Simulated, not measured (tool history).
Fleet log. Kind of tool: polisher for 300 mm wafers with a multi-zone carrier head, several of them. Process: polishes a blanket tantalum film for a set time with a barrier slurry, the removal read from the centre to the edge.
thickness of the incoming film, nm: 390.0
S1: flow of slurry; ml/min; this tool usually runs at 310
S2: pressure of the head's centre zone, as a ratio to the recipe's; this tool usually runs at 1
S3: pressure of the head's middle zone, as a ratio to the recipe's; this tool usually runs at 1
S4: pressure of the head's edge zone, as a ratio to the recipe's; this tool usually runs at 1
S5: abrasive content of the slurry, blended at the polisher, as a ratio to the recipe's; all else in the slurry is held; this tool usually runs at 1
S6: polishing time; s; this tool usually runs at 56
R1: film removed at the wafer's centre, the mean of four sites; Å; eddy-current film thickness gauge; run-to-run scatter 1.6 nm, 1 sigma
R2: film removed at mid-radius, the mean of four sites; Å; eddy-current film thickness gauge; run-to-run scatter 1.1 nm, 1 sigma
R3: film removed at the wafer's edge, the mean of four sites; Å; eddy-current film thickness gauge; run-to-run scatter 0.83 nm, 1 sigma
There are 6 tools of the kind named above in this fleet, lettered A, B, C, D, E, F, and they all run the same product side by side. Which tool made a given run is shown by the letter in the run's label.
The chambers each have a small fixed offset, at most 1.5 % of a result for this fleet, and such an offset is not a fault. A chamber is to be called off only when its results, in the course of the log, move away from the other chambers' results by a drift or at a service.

run	hour	S1	S2	S3	S4	S5	S6	R1	R2	R3
1D	14.8	310	1	1	1	1	56	1184.4	1203.2	1233.3
# hour 20.5: chamber B: edge zone pressure recalibrated
# hour 27.3: chamber F: worn pad replaced by a new one
2E	29.4	310	1	1	1	1	56	1216.9	1223	1229.7
# hour 33.3: chamber B: worn pad replaced by a new one
# hour 38.7: chamber C: worn pad replaced by a new one
3C	39.8	310	1	1	1	1	56	1213.2	1209.1	1227
# hour 41.1: chamber B: centre zone pressure recalibrated
4B	50.8	310	1	1	1	1	56	1258.5	1235.5	1240.6
5F	60.9	310	1	1	1	1	56	1244.7	1212.4	1216
# hour 63.9: chamber D: worn pad replaced by a new one
6A	68.8	240	1	1	1	1	56	1198.6	1176.1	1176.9
# hour 71.8: chamber A: worn pad replaced by a new one
7D	78	240	1	1	1	1	56	1172.5	1195.5	1206.2
8E	89.8	240	1	1	1	1	56	1171.2	1191.8	1189
# hour 96.8: chamber D: centre zone pressure recalibrated
# hour 99.7: chamber A: centre zone pressure recalibrated
9C	100.7	240	1	1	1	1	56	1159.4	1187.7	1199.4
# hour 103.9: chamber F: worn pad replaced by a new one
10F	107.8	240	1	1	1	1	56	1199.2	1170.1	1189.5
11A	118.2	240	1	1	1	1	56	1155.6	1188.5	1178.6
# hour 128: chamber C: worn pad replaced by a new one
12B	131	310	1	1	1	1	56	1219	1231.6	1245.7
# hour 139.6: chamber D: worn pad replaced by a new one
# hour 140.2: chamber B: worn pad replaced by a new one
# hour 141: chamber A: worn pad replaced by a new one
13A	141.5	310	1	1	1	1	56	1202.1	1206.7	1216.8
14B	151.8	310	1	1	1	1	56	1225.3	1245.7	1228
15D	158.8	310	1	1	1	1	56	1204	1218.6	1205.1
# hour 167.3: chamber A: slurry nozzle cleaned
16E	170.4	310	1	1	1	0.85	46	912.2	947.85	936.48
17F	177.6	310	1	1	1	0.85	46	950.68	963.87	961.58
18C	185.8	310	1	1	1	0.85	46	950.43	945.68	954.77
19A	199.5	310	1	1	1	0.85	46	978.82	949.67	959.79
# hour 199.7: chamber C: centre zone pressure recalibrated
# hour 200.2: chamber F: worn pad replaced by a new one
20E	209.5	310	1	1	1	0.85	46	888.94	915.91	919.29
# hour 210.4: chamber C: worn pad replaced by a new one
21F	219	310	1	1	1	0.85	46	963.65	949.21	959.82
# hour 226: chamber A: worn pad replaced by a new one
22D	230.5	220	1	1	1.11	1	56	1141.2	1193.3	1257
# hour 231.9: chamber D: worn pad replaced by a new one
# hour 237.2: chamber E: edge zone pressure recalibrated
23B	243.5	220	1	1	1.11	1	56	1154.2	1165.6	1261
24C	254.9	220	1	1	1.11	1	56	1145.7	1186.2	1248.7
25D	261.7	220	1	1	1.11	1	56	1151	1188.1	1259.4
# hour 264.5: chamber B: worn pad replaced by a new one
26A	273.2	220	1	1	1.11	1	56	1162.5	1165.1	1249.7
# hour 277.1: chamber F: worn pad replaced by a new one
27B	283	220	1	1	1.11	1	56	1168.3	1196.2	1261.8
# hour 287.1: chamber C: worn pad replaced by a new one
28C	295.1	310	1	1	1	1	56	1190.2	1202.8	1206
# hour 301.9: chamber D: worn pad replaced by a new one
29E	304.1	310	1	1	1	1	56	1140.3	1134.3	1132.8
# hour 307.1: chamber F: edge zone pressure recalibrated
# hour 308.9: chamber A: worn pad replaced by a new one
30F	316	310	1	1	1	1	56	1206.1	1203.8	1193.3
31E	324.1	310	1	1	1	1	56	1098.2	1141.1	1136
32B	337.3	310	1	1	1	1	56	1211	1236.6	1237.2
33C	345.8	310	1	0.9	1.04	1	56	1209.1	1116.1	1236.5
# hour 353.8: chamber F: worn pad replaced by a new one
34A	361.1	310	1	0.9	1.04	1	56	1228.4	1108.2	1231.6
35D	371.6	310	1	0.9	1.04	1	56	1211.2	1117.5	1265.1
# hour 380.4: chamber A: worn pad replaced by a new one
36F	386.2	310	1	0.9	1.04	1	56	1201.2	1095.3	1231.3
37F	395	310	1	0.9	1.04	1	56	1219.9	1108	1244.3
38A	405.8	310	1	0.9	1.04	1	56	1220.4	1115.2	1236.1

Which is it: a chamber that has drifted or been left off by a service, a gauge drift common to all chambers, or only each chamber's usual small offset? If a chamber is off, name it and its likeliest cause.

Little by little, chamber E moves away from the other chambers.
Likeliest cause: removal rate lost through wear of the pad, % = 9.43.

Below are 4 candidate recipes for chamber E's next run, each the usual settings with a change, their results shown as question marks. Which of them brings E's results back in line with what the other chambers give on the usual settings?
Maximum distance from the other chambers' mean on the usual settings for a result to count as in line: R1 57 Å; R2 39 Å; R3 29 Å
39E-1	417	310	1	1	1	1	54	?	?	?
39E-2	417	305	0.99	1	1	1	51	?	?	?
39E-3	417	310	1	1	1	1	58	?	?	?
39E-4	417	315	1.01	1.01	1	1	62	?	?	?

Mean of the other chambers on the usual settings: R1 1213 Å; R2 1216.6 Å; R3 1218.8 Å
run	R1	R2	R3
39E-1	1038.2	1059.7	1068.3
39E-2	967.87	999.22	1007.7
39E-3	1115.1	1138.2	1147.4
39E-4	1207.5	1229.9	1227.8
With 39E-4, the chamber falls back in line with the rest.
